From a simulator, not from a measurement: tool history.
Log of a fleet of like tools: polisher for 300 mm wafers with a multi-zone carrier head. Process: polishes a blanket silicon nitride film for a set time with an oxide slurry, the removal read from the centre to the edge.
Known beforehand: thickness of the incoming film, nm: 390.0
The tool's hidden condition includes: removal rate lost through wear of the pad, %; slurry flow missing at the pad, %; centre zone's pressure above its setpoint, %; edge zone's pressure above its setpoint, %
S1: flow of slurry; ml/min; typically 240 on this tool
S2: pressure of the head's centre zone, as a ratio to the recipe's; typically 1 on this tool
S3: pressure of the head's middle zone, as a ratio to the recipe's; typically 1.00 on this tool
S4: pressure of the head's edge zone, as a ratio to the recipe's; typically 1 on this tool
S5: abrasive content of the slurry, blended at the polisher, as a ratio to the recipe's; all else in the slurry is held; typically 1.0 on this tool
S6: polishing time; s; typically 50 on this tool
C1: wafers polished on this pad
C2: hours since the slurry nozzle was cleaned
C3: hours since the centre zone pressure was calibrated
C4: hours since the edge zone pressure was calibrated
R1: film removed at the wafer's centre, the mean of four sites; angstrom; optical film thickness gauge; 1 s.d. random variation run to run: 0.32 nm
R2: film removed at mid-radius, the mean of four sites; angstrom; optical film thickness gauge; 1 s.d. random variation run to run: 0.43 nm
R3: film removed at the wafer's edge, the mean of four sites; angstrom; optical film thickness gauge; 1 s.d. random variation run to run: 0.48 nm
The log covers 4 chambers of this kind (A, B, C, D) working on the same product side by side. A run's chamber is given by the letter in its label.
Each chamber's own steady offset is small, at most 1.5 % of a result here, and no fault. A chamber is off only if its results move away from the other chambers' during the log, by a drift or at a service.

run 1C hour=12.5 | S1=240 S2=1 S3=1.00 S4=1 S5=1.0 S6=50 | C1=1157 C2=82.6 C3=762.0 C4=514.1 | R1=357.93 R2=360.69 R3=360.24
run 2A hour=20.4 | S1=240 S2=1 S3=1.00 S4=1 S5=1.0 S6=50 | C1=321 C2=205.0 C3=1043.3 C4=1137.1 | R1=363.68 R2=357.81 R3=355.53
run 3B hour=26.8 | S1=240 S2=1 S3=1.00 S4=1 S5=1.0 S6=50 | C1=518 C2=281.1 C3=423.7 C4=377.8 | R1=360.86 R2=357.39 R3=363.40
run 4D hour=40.1 | S1=240 S2=1 S3=1.00 S4=1 S5=1.0 S6=50 | C1=671 C2=175.1 C3=402.1 C4=366.9 | R1=357.65 R2=366.92 R3=353.25
-- hour=48.2 chamber C: worn pad replaced by a new one
run 5B hour=49.1 | S1=240 S2=1 S3=1.00 S4=1 S5=1.0 S6=50 | C1=712 C2=303.4 C3=446.0 C4=400.1 | R1=359.71 R2=352.33 R3=365.61
run 6D hour=59.2 | S1=240 S2=1 S3=1.00 S4=1 S5=1.0 S6=50 | C1=836 C2=194.2 C3=421.2 C4=386.0 | R1=360.51 R2=368.20 R3=361.32
-- hour=60.2 chamber D: centre zone pressure recalibrated
run 7A hour=68.0 | S1=240 S2=1 S3=1.00 S4=1 S5=1.0 S6=50 | C1=734 C2=252.6 C3=1090.9 C4=1184.7 | R1=361.28 R2=353.49 R3=363.84
run 8C hour=78.8 | S1=240 S2=1 S3=1.00 S4=1 S5=1.0 S6=50 | C1=265 C2=148.9 C3=828.3 C4=580.4 | R1=353.74 R2=361.18 R3=354.71
run 9C hour=88.8 | S1=240 S2=1 S3=1.00 S4=1 S5=1.0 S6=50 | C1=352 C2=158.9 C3=838.3 C4=590.4 | R1=358.95 R2=360.57 R3=352.19
-- hour=96.8 chamber A: worn pad replaced by a new one
run 10A hour=101.1 | S1=240 S2=1 S3=1.00 S4=1 S5=1.0 S6=50 | C1=38 C2=285.7 C3=1124.0 C4=1217.8 | R1=356.63 R2=355.68 R3=349.86
-- hour=107.6 chamber D: slurry nozzle cleaned
run 11B hour=114.2 | S1=240 S2=1 S3=1.00 S4=1 S5=1.0 S6=50 | C1=1277 C2=368.5 C3=511.1 C4=465.2 | R1=353.29 R2=349.50 R3=349.83
-- hour=114.6 chamber A: centre zone pressure recalibrated
run 12D hour=121.3 | S1=240 S2=1 S3=1.00 S4=1 S5=1.0 S6=50 | C1=1375 C2=13.7 C3=61.2 C4=448.1 | R1=359.27 R2=358.95 R3=349.07
-- hour=126.1 chamber D: worn pad replaced by a new one
run 13B hour=129.5 | S1=185 S2=1 S3=0.92 S4=1 S5=1.0 S6=50 | C1=1409 C2=383.8 C3=526.4 C4=480.5 | R1=331.97 R2=313.13 R3=348.35
-- hour=139.8 chamber A: edge zone pressure recalibrated
run 14A hour=141.4 | S1=185 S2=1 S3=0.92 S4=1 S5=1.0 S6=50 | C1=387 C2=326.0 C3=26.9 C4=1.6 | R1=347.18 R2=321.52 R3=347.66
run 15D hour=155.5 | S1=185 S2=1 S3=0.92 S4=1 S5=1.0 S6=50 | C1=255 C2=47.9 C3=95.4 C4=482.3 | R1=352.25 R2=334.90 R3=354.09
-- hour=157.2 chamber C: slurry nozzle cleaned
run 16C hour=167.6 | S1=185 S2=1 S3=0.92 S4=1 S5=1.0 S6=50 | C1=1036 C2=10.5 C3=917.1 C4=669.2 | R1=338.82 R2=314.88 R3=346.62
run 17D hour=181.7 | S1=240 S2=1 S3=1.00 S4=1 S5=1.0 S6=50 | C1=483 C2=74.1 C3=121.6 C4=508.5 | R1=362.21 R2=356.72 R3=354.03
run 18C hour=192.8 | S1=240 S2=1 S3=1.00 S4=1 S5=1.0 S6=50 | C1=1254 C2=35.7 C3=942.3 C4=694.4 | R1=348.52 R2=353.37 R3=360.98
run 19B hour=205.7 | S1=240 S2=1 S3=1.07 S4=1 S5=1.0 S6=50 | C1=2071 C2=460.0 C3=602.6 C4=556.7 | R1=341.17 R2=357.36 R3=345.46
-- hour=210.6 chamber A: worn pad replaced by a new one
run 20A hour=213.6 | S1=240 S2=1 S3=1.07 S4=1 S5=1.0 S6=50 | C1=26 C2=398.2 C3=99.1 C4=73.8 | R1=362.08 R2=381.77 R3=351.72
-- hour=220.8 chamber C: worn pad replaced by a new one
run 21C hour=224.5 | S1=240 S2=1 S3=1.07 S4=1 S5=1.0 S6=50 | C1=32 C2=67.4 C3=974.0 C4=726.1 | R1=355.73 R2=377.71 R3=358.79
run 22D hour=235.9 | S1=240 S2=1 S3=1.07 S4=1 S5=1.0 S6=50 | C1=953 C2=128.3 C3=175.8 C4=562.7 | R1=360.30 R2=389.96 R3=355.32
run 23A hour=245.7 | S1=240 S2=1 S3=1.00 S4=1 S5=1.0 S6=50 | C1=305 C2=430.3 C3=131.2 C4=105.9 | R1=362.36 R2=356.37 R3=360.90
run 24B hour=258.9 | S1=240 S2=1 S3=1.00 S4=1 S5=1.0 S6=50 | C1=2532 C2=513.2 C3=655.8 C4=609.9 | R1=332.92 R2=331.58 R3=338.58
run 25C hour=265.1 | S1=240 S2=1 S3=1.00 S4=1 S5=1.0 S6=50 | C1=384 C2=108.0 C3=1014.6 C4=766.7 | R1=355.62 R2=356.21 R3=349.03
run 26D hour=278.6 | S1=240 S2=1 S3=1.00 S4=1 S5=0.9 S6=50 | C1=1323 C2=171.0 C3=218.5 C4=605.4 | R1=345.69 R2=343.06 R3=339.66
run 27A hour=288.9 | S1=240 S2=1 S3=1.00 S4=1 S5=0.9 S6=50 | C1=679 C2=473.5 C3=174.4 C4=149.1 | R1=343.45 R2=337.37 R3=333.94
-- hour=297.7 chamber A: worn pad replaced by a new one
run 28B hour=299.5 | S1=240 S2=1 S3=1.00 S4=1 S5=0.9 S6=50 | C1=2884 C2=553.8 C3=696.4 C4=650.5 | R1=319.13 R2=317.30 R3=322.49
-- hour=304.9 chamber D: worn pad replaced by a new one
run 29B hour=306.2 | S1=240 S2=1 S3=1.00 S4=1 S5=0.9 S6=50 | C1=2943 C2=560.5 C3=703.1 C4=657.2 | R1=310.92 R2=316.05 R3=310.37
-- hour=310.5 chamber B: centre zone pressure recalibrated
run 30D hour=320.0 | S1=240 S2=1 S3=1.00 S4=1 S5=1.0 S6=50 | C1=131 C2=212.4 C3=259.9 C4=646.8 | R1=367.13 R2=358.77 R3=352.20
run 31A hour=329.3 | S1=240 S2=1 S3=1.00 S4=1 S5=1.0 S6=50 | C1=274 C2=513.9 C3=214.8 C4=189.5 | R1=358.14 R2=353.05 R3=353.26
run 32C hour=341.6 | S1=240 S2=1 S3=1.00 S4=1 S5=1.0 S6=50 | C1=1048 C2=184.5 C3=1091.1 C4=843.2 | R1=360.66 R2=359.25 R3=354.72
run 33B hour=350.4 | S1=240 S2=1 S3=1.00 S4=1 S5=1.0 S6=50 | C1=3326 C2=604.7 C3=40.0 C4=701.4 | R1=327.63 R2=324.74 R3=328.20

One chamber off, gauge drift, or nothing amiss beyond the chambers' own small offsets? If it is a chamber, which one, and what is the likeliest cause?

Little by little, chamber B moves away from the other chambers.
Likeliest cause: removal rate lost through wear of the pad, % = 9.73.

Here are 4 candidates for chamber B's next run, each the usual settings with a change, their results left as question marks. Which one brings its results back in line with what the others give on the usual settings?
In line means no further than this from the other chambers' mean on the usual settings: R1 11.00 angstrom; R2 15.00 angstrom; R3 17.00 angstrom
run 34B-1 hour=360.5 | S1=240 S2=1.00 S3=0.99 S4=1.00 S5=1.0 S6=48 | R1=? R2=? R3=?
run 34B-2 hour=360.5 | S1=240 S2=1.00 S3=1.01 S4=1.00 S5=1.0 S6=52 | R1=? R2=? R3=?
run 34B-3 hour=360.5 | S1=235 S2=0.99 S3=0.98 S4=1.01 S5=1.0 S6=46 | R1=? R2=? R3=?
run 34B-4 hour=360.5 | S1=245 S2=1.01 S3=1.02 S4=0.99 S5=1.0 S6=54 | R1=? R2=? R3=?

The mean the other chambers reach with the usual settings: R1 358.92 angstrom; R2 358.66 angstrom; R3 356.56 angstrom
run=34B-1 R1=310.19 R2=306.06 R3=313.20
run=34B-2 R1=336.09 R2=337.80 R3=339.20
run=34B-3 R1=293.21 R2=289.82 R3=301.17
run=34B-4 R1=353.77 R2=354.88 R3=351.02
34B-4 brings the chamber back in line.
